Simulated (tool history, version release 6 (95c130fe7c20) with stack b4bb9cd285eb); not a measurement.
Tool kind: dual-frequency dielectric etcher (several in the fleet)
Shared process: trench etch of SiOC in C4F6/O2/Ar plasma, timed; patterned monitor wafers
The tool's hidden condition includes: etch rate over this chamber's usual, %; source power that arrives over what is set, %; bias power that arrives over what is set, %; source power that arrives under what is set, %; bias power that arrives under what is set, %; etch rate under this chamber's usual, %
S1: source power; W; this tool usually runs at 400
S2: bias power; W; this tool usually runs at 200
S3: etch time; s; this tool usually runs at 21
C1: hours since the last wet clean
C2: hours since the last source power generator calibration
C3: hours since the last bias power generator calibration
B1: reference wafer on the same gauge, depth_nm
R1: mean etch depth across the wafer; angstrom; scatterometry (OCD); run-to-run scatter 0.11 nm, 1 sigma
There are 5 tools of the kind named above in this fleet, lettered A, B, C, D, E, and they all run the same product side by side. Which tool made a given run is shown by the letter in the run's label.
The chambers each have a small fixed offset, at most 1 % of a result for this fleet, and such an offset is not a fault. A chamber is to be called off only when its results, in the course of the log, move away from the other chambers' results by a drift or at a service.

run 1A day=0.246 | S1=400 S2=200 S3=21 | C1=309.4 C2=388.1 C3=301.5 | B1=39.402 | R1=446.3
run 2B day=0.667 | S1=400 S2=200 S3=21 | C1=479.8 C2=1342.5 C3=520.1 | B1=39.415 | R1=451.87
run 3E day=0.912 | S1=400 S2=200 S3=21 | C1=195.9 C2=2898.2 C3=1260.6 | B1=39.404 | R1=445.71
run 4C day=1.171 | S1=400 S2=200 S3=21 | C1=263.9 C2=997.1 C3=160 | B1=39.393 | R1=449.83
run 5D day=1.458 | S1=400 S2=200 S3=21 | C1=419.1 C2=1445.2 C3=1875 | B1=39.379 | R1=450.38
run 6A day=1.929 | S1=400 S2=200 S3=21 | C1=349.8 C2=428.5 C3=341.9 | B1=39.389 | R1=447.32
run 7E day=2.208 | S1=400 S2=200 S3=21 | C1=227 C2=2929.3 C3=1291.7 | B1=39.392 | R1=447.9
run 8D day=2.625 | S1=400 S2=200 S3=21 | C1=447.1 C2=1473.2 C3=1903 | B1=39.4 | R1=450.84
run 9C day=3.129 | S1=400 S2=200 S3=21 | C1=310.9 C2=1044.1 C3=207 | B1=39.39 | R1=450.04
run 10B day=3.508 | S1=400 S2=200 S3=21 | C1=548 C2=1410.7 C3=588.3 | B1=39.41 | R1=452.87
run 11A day=4.033 | S1=400 S2=200 S3=21 | C1=400.3 C2=479 C3=392.4 | B1=39.398 | R1=449.21
run 12D day=4.408 | S1=400 S2=200 S3=21 | C1=489.9 C2=1516 C3=1945.8 | B1=39.412 | R1=449.25
run 13C day=4.775 | S1=400 S2=200 S3=21 | C1=350.4 C2=1083.6 C3=246.5 | B1=39.407 | R1=451.72
-- day=4.983 chamber B: wet clean of the chamber
run 14B day=5.083 | S1=400 S2=200 S3=21 | C1=2.4 C2=1448.5 C3=626.1 | B1=39.389 | R1=454.83
run 15E day=5.6 | S1=400 S2=200 S3=21 | C1=308.4 C2=3010.7 C3=1373.1 | B1=39.398 | R1=448.94
run 16C day=6.096 | S1=320 S2=172 S3=21 | C1=382.1 C2=1115.3 C3=278.2 | B1=39.402 | R1=392.53
run 17A day=6.388 | S1=320 S2=172 S3=21 | C1=456.8 C2=535.5 C3=448.9 | B1=39.385 | R1=390.84
run 18B day=6.8 | S1=320 S2=172 S3=21 | C1=43.6 C2=1489.7 C3=667.3 | B1=39.377 | R1=397.86
run 19D day=7.062 | S1=320 S2=172 S3=21 | C1=553.6 C2=1579.7 C3=2009.5 | B1=39.429 | R1=392.07
run 20E day=7.504 | S1=320 S2=172 S3=21 | C1=354.1 C2=3056.4 C3=1418.8 | B1=39.418 | R1=392.17
run 21A day=7.833 | S1=400 S2=200 S3=21 | C1=491.5 C2=570.2 C3=483.6 | B1=39.408 | R1=448.38
run 22E day=8.196 | S1=400 S2=200 S3=21 | C1=370.7 C2=3073 C3=1435.4 | B1=39.414 | R1=448.25
run 23C day=8.45 | S1=400 S2=200 S3=21 | C1=438.6 C2=1171.8 C3=334.7 | B1=39.405 | R1=449.73
run 24B day=8.742 | S1=400 S2=200 S3=21 | C1=90.2 C2=1536.3 C3=713.9 | B1=39.398 | R1=455.7
run 25D day=9.104 | S1=400 S2=200 S3=21 | C1=602.6 C2=1628.7 C3=2058.5 | B1=39.384 | R1=445.07
run 26D day=9.467 | S1=400 S2=200 S3=21 | C1=611.3 C2=1637.4 C3=2067.2 | B1=39.405 | R1=446.67
run 27E day=9.862 | S1=400 S2=200 S3=21 | C1=410.7 C2=3113 C3=1475.4 | B1=39.386 | R1=448.87
run 28C day=10.183 | S1=400 S2=200 S3=21 | C1=480.2 C2=1213.4 C3=376.3 | B1=39.393 | R1=450.63
run 29A day=10.654 | S1=400 S2=200 S3=21 | C1=559.2 C2=637.9 C3=551.3 | B1=39.385 | R1=448.6
run 30B day=11.029 | S1=400 S2=200 S3=21 | C1=145.1 C2=1591.2 C3=768.8 | B1=39.379 | R1=453.92
-- day=11.321 chamber C: wet clean of the chamber
run 31E day=11.558 | S1=400 S2=200 S3=21 | C1=451.4 C2=3153.7 C3=1516.1 | B1=39.406 | R1=449.37
run 32B day=12.004 | S1=400 S2=200 S3=21 | C1=168.5 C2=1614.6 C3=792.2 | B1=39.397 | R1=452.25
run 33C day=12.421 | S1=470 S2=200 S3=25 | C1=26.5 C2=1267.1 C3=430 | B1=39.4 | R1=568
run 34A day=12.792 | S1=470 S2=200 S3=25 | C1=610.5 C2=689.2 C3=602.6 | B1=39.411 | R1=569.2
-- day=12.992 chamber E: wet clean of the chamber
run 35D day=13.279 | S1=470 S2=200 S3=25 | C1=702.8 C2=1728.9 C3=2158.7 | B1=39.41 | R1=561.93
run 36B day=13.8 | S1=470 S2=200 S3=25 | C1=211.6 C2=1657.7 C3=835.3 | B1=39.407 | R1=572.66
run 37D day=14.304 | S1=470 S2=200 S3=25 | C1=727.4 C2=1753.5 C3=2183.3 | B1=39.407 | R1=558.73
run 38C day=14.829 | S1=400 S2=200 S3=21 | C1=84.3 C2=1324.9 C3=487.8 | B1=39.402 | R1=450.66
run 39A day=15.142 | S1=400 S2=200 S3=21 | C1=666.9 C2=745.6 C3=659 | B1=39.418 | R1=447.85
run 40E day=15.571 | S1=400 S2=200 S3=21 | C1=61.9 C2=3250 C3=1612.4 | B1=39.412 | R1=448.9

The same settings go to every chamber for the next run, one line per chamber below. Forecast the results for each:
run 41A day=15.954 | S1=400 S2=200 S3=18 | R1=?
run 41B day=15.954 | S1=400 S2=200 S3=18 | R1=?
run 41C day=15.954 | S1=400 S2=200 S3=18 | R1=?
run 41D day=15.954 | S1=400 S2=200 S3=18 | R1=?
run 41E day=15.954 | S1=400 S2=200 S3=18 | R1=?

run=41A R1=384.87
run=41B R1=388.86
run=41C R1=386.47
run=41D R1=379.23
run=41E R1=383.43
